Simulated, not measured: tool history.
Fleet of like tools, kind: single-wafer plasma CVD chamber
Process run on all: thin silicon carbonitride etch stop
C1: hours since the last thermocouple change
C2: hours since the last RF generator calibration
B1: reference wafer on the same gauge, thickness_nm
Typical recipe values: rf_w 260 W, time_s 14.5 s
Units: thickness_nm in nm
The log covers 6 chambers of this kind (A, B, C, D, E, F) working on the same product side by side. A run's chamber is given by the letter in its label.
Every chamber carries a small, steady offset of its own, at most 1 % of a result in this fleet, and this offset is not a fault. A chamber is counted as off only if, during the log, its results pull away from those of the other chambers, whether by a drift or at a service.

{"run": "1C", "hour": 4.0, "rf_w": 260, "time_s": 14.5, "C1": 108.2, "C2": 657.0, "B1": 8.9315, "thickness_nm": 8.9037}
{"run": "2E", "hour": 9.4, "rf_w": 260, "time_s": 14.5, "C1": 2419.0, "C2": 855.4, "B1": 8.9278, "thickness_nm": 8.9273}
{"run": "3F", "hour": 13.8, "rf_w": 260, "time_s": 14.5, "C1": 389.6, "C2": 2018.1, "B1": 8.922, "thickness_nm": 8.9399}
{"run": "4A", "hour": 16.4, "rf_w": 260, "time_s": 14.5, "C1": 912.3, "C2": 1433.9, "B1": 8.9239, "thickness_nm": 8.9241}
{"run": "5D", "hour": 21.6, "rf_w": 260, "time_s": 14.5, "C1": 733.2, "C2": 1790.0, "B1": 8.9222, "thickness_nm": 8.8812}
{"run": "6B", "hour": 25.0, "rf_w": 260, "time_s": 14.5, "C1": 1231.0, "C2": 1208.9, "B1": 8.9224, "thickness_nm": 8.9296}
{"run": "7E", "hour": 29.3, "rf_w": 260, "time_s": 14.5, "C1": 2438.9, "C2": 875.3, "B1": 8.9181, "thickness_nm": 8.9491}
{"run": "8B", "hour": 32.3, "rf_w": 260, "time_s": 14.5, "C1": 1238.3, "C2": 1216.2, "B1": 8.9191, "thickness_nm": 8.9211}
{"run": "9F", "hour": 35.2, "rf_w": 260, "time_s": 14.5, "C1": 411.0, "C2": 2039.5, "B1": 8.9134, "thickness_nm": 8.914}
{"run": "10D", "hour": 40.2, "rf_w": 260, "time_s": 14.5, "C1": 751.8, "C2": 1808.6, "B1": 8.9169, "thickness_nm": 8.8458}
{"run": "11A", "hour": 43.7, "rf_w": 260, "time_s": 14.5, "C1": 939.6, "C2": 1461.2, "B1": 8.9166, "thickness_nm": 8.9045}
{"run": "12C", "hour": 46.2, "rf_w": 260, "time_s": 14.5, "C1": 150.4, "C2": 699.2, "B1": 8.9126, "thickness_nm": 8.8759}
{"run": "13F", "hour": 51.6, "rf_w": 285, "time_s": 11.9, "C1": 427.4, "C2": 2055.9, "B1": 8.9114, "thickness_nm": 7.5307}
{"run": "14B", "hour": 55.8, "rf_w": 285, "time_s": 11.9, "C1": 1261.8, "C2": 1239.7, "B1": 8.9113, "thickness_nm": 7.5389}
{"run": "15D", "hour": 60.4, "rf_w": 285, "time_s": 11.9, "C1": 772.0, "C2": 1828.8, "B1": 8.9095, "thickness_nm": 7.4748}
{"run": "16C", "hour": 62.9, "rf_w": 285, "time_s": 11.9, "C1": 167.1, "C2": 715.9, "B1": 8.9057, "thickness_nm": 7.4621}
{"run": "17A", "hour": 66.8, "rf_w": 285, "time_s": 11.9, "C1": 962.7, "C2": 1484.3, "B1": 8.9038, "thickness_nm": 7.5201}
{"run": "18E", "hour": 69.6, "rf_w": 285, "time_s": 11.9, "C1": 2479.2, "C2": 915.6, "B1": 8.9041, "thickness_nm": 7.5564}
{"run": "19C", "hour": 74.9, "rf_w": 260, "time_s": 14.5, "C1": 179.1, "C2": 727.9, "B1": 8.9034, "thickness_nm": 8.8565}
{"run": "20B", "hour": 79.3, "rf_w": 260, "time_s": 14.5, "C1": 1285.3, "C2": 1263.2, "B1": 8.9025, "thickness_nm": 8.8944}
{"run": "21E", "hour": 81.9, "rf_w": 260, "time_s": 14.5, "C1": 2491.5, "C2": 927.9, "B1": 8.9019, "thickness_nm": 8.9358}
{"run": "22D", "hour": 85.9, "rf_w": 260, "time_s": 14.5, "C1": 797.5, "C2": 1854.3, "B1": 8.8984, "thickness_nm": 8.8427}
{"run": "23A", "hour": 88.6, "rf_w": 260, "time_s": 14.5, "C1": 984.5, "C2": 1506.1, "B1": 8.9017, "thickness_nm": 8.9051}
{"run": "24F", "hour": 92.1, "rf_w": 260, "time_s": 14.5, "C1": 467.9, "C2": 2096.4, "B1": 8.896, "thickness_nm": 8.8825}
{"run": "25E", "hour": 94.9, "rf_w": 260, "time_s": 14.5, "C1": 2504.5, "C2": 940.9, "B1": 8.8992, "thickness_nm": 8.9317}
{"run": "26C", "hour": 98.3, "rf_w": 225, "time_s": 12.0, "C1": 202.5, "C2": 751.3, "B1": 8.897, "thickness_nm": 7.0217}
{"run": "27D", "hour": 101.5, "rf_w": 225, "time_s": 12.0, "C1": 813.1, "C2": 1869.9, "B1": 8.8945, "thickness_nm": 7.0092}
{"hour": 104.5, "done": "chamber E: RF generator calibrated"}
{"run": "28B", "hour": 106.5, "rf_w": 225, "time_s": 12.0, "C1": 1312.5, "C2": 1290.4, "B1": 8.8902, "thickness_nm": 7.0662}
{"run": "29F", "hour": 109.6, "rf_w": 225, "time_s": 12.0, "C1": 485.4, "C2": 2113.9, "B1": 8.8935, "thickness_nm": 7.0658}
{"run": "30A", "hour": 111.9, "rf_w": 225, "time_s": 12.0, "C1": 1007.8, "C2": 1529.4, "B1": 8.8917, "thickness_nm": 7.0411}
{"run": "31E", "hour": 114.6, "rf_w": 225, "time_s": 12.0, "C1": 2524.2, "C2": 10.1, "B1": 8.8882, "thickness_nm": 7.0873}
{"run": "32F", "hour": 118.6, "rf_w": 260, "time_s": 14.5, "C1": 494.4, "C2": 2122.9, "B1": 8.889, "thickness_nm": 8.894}
{"run": "33A", "hour": 122.4, "rf_w": 260, "time_s": 14.5, "C1": 1018.3, "C2": 1539.9, "B1": 8.8875, "thickness_nm": 8.8831}
{"run": "34C", "hour": 127.5, "rf_w": 260, "time_s": 14.5, "C1": 231.7, "C2": 780.5, "B1": 8.8884, "thickness_nm": 8.859}
{"run": "35D", "hour": 131.6, "rf_w": 260, "time_s": 14.5, "C1": 843.2, "C2": 1900.0, "B1": 8.8813, "thickness_nm": 8.8427}
{"run": "36B", "hour": 134.6, "rf_w": 225, "time_s": 13.6, "C1": 1340.6, "C2": 1318.5, "B1": 8.8805, "thickness_nm": 8.0145}
{"run": "37D", "hour": 139.5, "rf_w": 225, "time_s": 13.6, "C1": 851.1, "C2": 1907.9, "B1": 8.8828, "thickness_nm": 7.9461}
{"run": "38B", "hour": 141.9, "rf_w": 225, "time_s": 13.6, "C1": 1347.9, "C2": 1325.8, "B1": 8.8801, "thickness_nm": 7.9924}
{"run": "39F", "hour": 145.7, "rf_w": 225, "time_s": 13.6, "C1": 521.5, "C2": 2150.0, "B1": 8.8766, "thickness_nm": 7.9686}

The same settings go to every chamber for the next run, one line per chamber below. Forecast the results for each:
{"run": "40A", "hour": 149.6, "rf_w": 285, "time_s": 14.5, "thickness_nm": "?"}
{"run": "40B", "hour": 149.6, "rf_w": 285, "time_s": 14.5, "thickness_nm": "?"}
{"run": "40C", "hour": 149.6, "rf_w": 285, "time_s": 14.5, "thickness_nm": "?"}
{"run": "40D", "hour": 149.6, "rf_w": 285, "time_s": 14.5, "thickness_nm": "?"}
{"run": "40E", "hour": 149.6, "rf_w": 285, "time_s": 14.5, "thickness_nm": "?"}
{"run": "40F", "hour": 149.6, "rf_w": 285, "time_s": 14.5, "thickness_nm": "?"}

run=40A thickness_nm=9.0930
run=40B thickness_nm=9.1426
run=40C thickness_nm=9.0786
run=40D thickness_nm=9.1061
run=40E thickness_nm=9.1472
run=40F thickness_nm=9.1334
